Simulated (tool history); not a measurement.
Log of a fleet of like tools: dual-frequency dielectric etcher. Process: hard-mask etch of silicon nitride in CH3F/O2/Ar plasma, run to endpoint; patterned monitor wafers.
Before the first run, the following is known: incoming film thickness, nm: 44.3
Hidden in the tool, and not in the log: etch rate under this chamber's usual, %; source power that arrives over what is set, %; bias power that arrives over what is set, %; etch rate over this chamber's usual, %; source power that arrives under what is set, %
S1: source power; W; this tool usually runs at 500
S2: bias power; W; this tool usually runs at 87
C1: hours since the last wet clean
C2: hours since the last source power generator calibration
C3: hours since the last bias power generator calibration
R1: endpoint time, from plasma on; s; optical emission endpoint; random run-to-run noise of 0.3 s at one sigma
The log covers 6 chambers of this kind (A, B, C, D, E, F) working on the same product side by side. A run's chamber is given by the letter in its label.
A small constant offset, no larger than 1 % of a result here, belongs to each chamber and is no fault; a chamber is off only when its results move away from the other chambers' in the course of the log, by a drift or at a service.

Run 1C, hour 6.8: usual settings; C1 205.7; C2 2179.8; C3 3516.9. Result: R1 54.978 s.
Run 2B, hour 12.6: usual settings; C1 483.2; C2 1591.1; C3 3555.5. Result: R1 54.716 s.
Run 3F, hour 17.6: usual settings; C1 285.8; C2 2998.6; C3 4254.9. Result: R1 55.442 s.
Run 4A, hour 22.4: usual settings; C1 443.3; C2 357.4; C3 2770.3. Result: R1 55.926 s.
Run 5E, hour 27.6: usual settings; C1 48.9; C2 2310.6; C3 3421.5. Result: R1 55.439 s.
Run 6D, hour 32.9: usual settings but S2 77 W; C1 513.9; C2 325.4; C3 2377.8. Result: R1 57.15 s.
Run 7B, hour 37.7: usual settings but S2 77 W; C1 508.3; C2 1616.2; C3 3580.6. Result: R1 57.617 s.
Run 8D, hour 43.3: usual settings but S2 77 W; C1 524.3; C2 335.8; C3 2388.2. Result: R1 57.714 s.
Run 9E, hour 48: usual settings but S2 77 W; C1 69.3; C2 2331; C3 3441.9. Result: R1 57.858 s.
Run 10A, hour 55: usual settings but S2 77 W; C1 475.9; C2 390; C3 2802.9. Result: R1 58.396 s.
At hour 57.9: chamber D: wet clean of the chamber.
Run 11C, hour 59.4: usual settings but S2 77 W; C1 258.3; C2 2232.4; C3 3569.5. Result: R1 57.909 s.
Run 12F, hour 65.8: usual settings but S1 580 W, S2 104 W; C1 334; C2 3046.8; C3 4303.1. Result: R1 48.984 s.
Run 13D, hour 69.8: usual settings but S1 580 W, S2 104 W; C1 12; C2 362.3; C3 2414.7. Result: R1 49.169 s.
Run 14A, hour 76.1: usual settings but S1 580 W, S2 104 W; C1 497; C2 411.1; C3 2824. Result: R1 49.524 s.
At hour 78.4: chamber F: wet clean of the chamber.
At hour 78.8: chamber B: wet clean of the chamber.
Run 15E, hour 82.8: usual settings but S1 580 W, S2 104 W; C1 104.1; C2 2365.8; C3 3476.7. Result: R1 48.642 s.
At hour 83.3: chamber B: bias power generator calibrated.
Run 16F, hour 87.2: usual settings but S1 580 W, S2 104 W; C1 8.9; C2 3068.2; C3 4324.5. Result: R1 46.587 s.
Run 17C, hour 92.9: usual settings but S1 580 W, S2 104 W; C1 291.8; C2 2265.9; C3 3603. Result: R1 48.561 s.
Run 18B, hour 97.9: usual settings; C1 19.2; C2 1676.4; C3 14.7. Result: R1 55.126 s.
Run 19F, hour 101.4: usual settings; C1 23.1; C2 3082.4; C3 4338.7. Result: R1 52.227 s.
Run 20E, hour 107.1: usual settings; C1 128.4; C2 2390.1; C3 3501. Result: R1 55.661 s.
Run 21A, hour 110.6: usual settings; C1 531.5; C2 445.6; C3 2858.5. Result: R1 55.508 s.
Run 22D, hour 114.3: usual settings; C1 56.5; C2 406.8; C3 2459.2. Result: R1 54.942 s.
Run 23C, hour 120.5: usual settings; C1 319.4; C2 2293.5; C3 3630.6. Result: R1 54.963 s.
At hour 122.7: chamber A: wet clean of the chamber.
Run 24B, hour 126.7: usual settings; C1 48; C2 1705.2; C3 43.5. Result: R1 54.578 s.
Run 25F, hour 130.4: usual settings; C1 52.1; C2 3111.4; C3 4367.7. Result: R1 52.221 s.
Run 26C, hour 135: usual settings; C1 333.9; C2 2308; C3 3645.1. Result: R1 54.674 s.
Run 27B, hour 138.8: usual settings; C1 60.1; C2 1717.3; C3 55.6. Result: R1 55.075 s.
Run 28A, hour 146: usual settings; C1 23.4; C2 481; C3 2893.9. Result: R1 55.357 s.
Run 29E, hour 152: usual settings; C1 173.3; C2 2435; C3 3545.9. Result: R1 55.752 s.
Run 30D, hour 156: usual settings but S2 67 W; C1 98.2; C2 448.5; C3 2500.9. Result: R1 60.598 s.
At hour 159.1: chamber C: wet clean of the chamber.
Run 31E, hour 159.5: usual settings but S2 67 W; C1 180.8; C2 2442.5; C3 3553.4. Result: R1 61.385 s.
Run 32F, hour 164.9: usual settings but S2 67 W; C1 86.6; C2 3145.9; C3 4402.2. Result: R1 57.445 s.
Run 33A, hour 168.7: usual settings but S2 67 W; C1 46.1; C2 503.7; C3 2916.6. Result: R1 61.326 s.
Run 34C, hour 173.8: usual settings but S2 67 W; C1 14.7; C2 2346.8; C3 3683.9. Result: R1 60.619 s.
Run 35D, hour 179: usual settings but S2 67 W; C1 121.2; C2 471.5; C3 2523.9. Result: R1 60.318 s.
Run 36B, hour 184.1: usual settings; C1 105.4; C2 1762.6; C3 100.9. Result: R1 54.556 s.
Run 37F, hour 189: usual settings; C1 110.7; C2 3170; C3 4426.3. Result: R1 52.219 s.
Run 38A, hour 194.2: usual settings but S1 610 W, S2 71 W; C1 71.6; C2 529.2; C3 2942.1. Result: R1 55.401 s.
Run 39D, hour 200.4: usual settings but S1 610 W, S2 71 W; C1 142.6; C2 492.9; C3 2545.3. Result: R1 54.832 s.
Run 40E, hour 207.7: usual settings but S1 610 W, S2 71 W; C1 229; C2 2490.7; C3 3601.6. Result: R1 55.252 s.
Run 41C, hour 213.4: usual settings but S1 610 W, S2 71 W; C1 54.3; C2 2386.4; C3 3723.5. Result: R1 54.701 s.

All chambers now run identical settings, listed one chamber a line with results as question marks. What results will each chamber show?
Run 42A, hour 218.7: usual settings. Result: R1 ?.
Run 42B, hour 218.7: usual settings. Result: R1 ?.
Run 42C, hour 218.7: usual settings. Result: R1 ?.
Run 42D, hour 218.7: usual settings. Result: R1 ?.
Run 42E, hour 218.7: usual settings. Result: R1 ?.
Run 42F, hour 218.7: usual settings. Result: R1 ?.

run      R1
42A  55.414
42B  54.423
42C  55.472
42D  55.268
42E  55.799
42F  52.338
